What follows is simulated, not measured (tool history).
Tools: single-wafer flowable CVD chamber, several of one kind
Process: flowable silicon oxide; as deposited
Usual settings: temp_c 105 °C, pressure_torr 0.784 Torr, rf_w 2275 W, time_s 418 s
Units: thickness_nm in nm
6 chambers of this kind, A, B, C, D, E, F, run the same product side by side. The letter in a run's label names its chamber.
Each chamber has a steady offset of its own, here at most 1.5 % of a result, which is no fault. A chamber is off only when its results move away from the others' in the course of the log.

run,hour,temp_c,pressure_torr,rf_w,time_s,"read-back reference wafer on the same gauge, thickness_nm",thickness_nm
1A,4,105,0.784,2275,418,208.89,214.03
2B,9.2,105,0.784,2275,418,209.15,213.85
3E,15,105,0.784,2275,418,209.2,215.46
4D,18,105,0.784,2275,418,208.7,216.81
5F,24,105,0.784,2275,418,209.18,212.63
6C,26.6,105,0.784,2275,418,208.9,213.86
7D,30.7,105,0.784,2125,484,208.99,247.14
8C,36.5,105,0.784,2125,484,209.08,244.35
9A,42.1,105,0.784,2125,484,208.97,246.82
10B,46.1,105,0.784,2125,484,209.17,246.49
11E,49.2,105,0.784,2125,484,208.88,247.66
12F,54,105,0.784,2125,484,208.81,244.99
13D,59.5,105,0.784,2275,418,208.96,216.67
14C,62.3,105,0.784,2275,418,208.73,214.81
# hour 64.6: chamber C: capacitance manometer re-zeroed and calibrated
15B,65.8,105,0.784,2275,418,208.99,213.35
# hour 70: chamber F: thermocouple changed; heater temperature recalibrated
16F,71.6,105,0.784,2275,418,208.88,201.11
# hour 74: chamber A: capacitance manometer re-zeroed and calibrated
17A,76.6,105,0.784,2275,418,208.98,214.2
18E,82,105,0.784,2275,418,208.97,216.02
19A,85.9,105,0.784,2275,418,209.03,213.82
20B,91,105,0.784,2275,418,209.15,213.63
21F,94.5,105,0.784,2275,418,208.87,199.35
22C,98.3,105,0.784,2275,418,209.18,213.67
23D,103.8,105,0.784,2275,418,208.84,214.24
24E,107.1,105,0.784,2275,418,209.12,215.9
25D,109.8,105,0.784,2275,418,208.7,217.69
26C,113.2,105,0.784,2275,418,209.01,214.49
27A,117.4,105,0.784,2275,418,208.88,214.44
28F,122.5,105,0.784,2275,418,209.08,202.47
# hour 127.4: chamber F: RF generator calibrated
29E,128.3,105,0.784,2275,418,209.26,215.55
30B,133.5,105,0.784,2275,418,209.07,214.27
31E,138.9,105,0.784,2275,418,209,216.25
32B,143.4,105,0.784,2275,418,208.9,212.84
33A,148.4,105,0.784,2275,418,209.29,215.25
34C,152.2,105,0.784,2275,418,209.14,215.34
35D,156.1,105,0.784,2275,418,208.8,216.79
36F,159,105,0.784,2275,418,208.86,202.96
37B,162,105,0.784,2275,418,208.84,213.61
38E,165.1,105,0.784,2275,418,209.1,215.75
39A,170.5,105,0.784,2275,418,208.9,216
40D,173.5,105,0.784,2275,418,209.26,215.88
41F,179.3,105,0.784,2275,418,208.82,200.94
42C,183.9,105,0.784,2275,418,209.04,212.79
43F,187.6,105,0.784,2275,418,208.99,200.93

Is one chamber off against the others, does the gauge drift, or is nothing wrong? If a chamber is off, say which, and what the likeliest cause is.

A service left chamber F off against the others.
Cause: wafer temperature above the value expected at the setpoint (K) = 1.73.

Here are 4 candidates for chamber F's next run, each the usual settings with a change, their results left as question marks. Which one brings its results back in line with what the others give on the usual settings?
In line means no further than this from the other chambers' mean on the usual settings: thickness_nm 3.7 nm
44F-1,191.9,105,0.824,2275,418,,?
44F-2,191.9,105,0.745,2265,418,,?
44F-3,191.9,102,0.807,2280,418,,?
44F-4,191.9,105,0.726,2260,403,,?

The other chambers' mean on the usual settings: thickness_nm 214.87 nm
run,thickness_nm
44F-1,215.24
44F-2,188.79
44F-3,231.7
44F-4,175.92
44F-1 brings the chamber back in line.
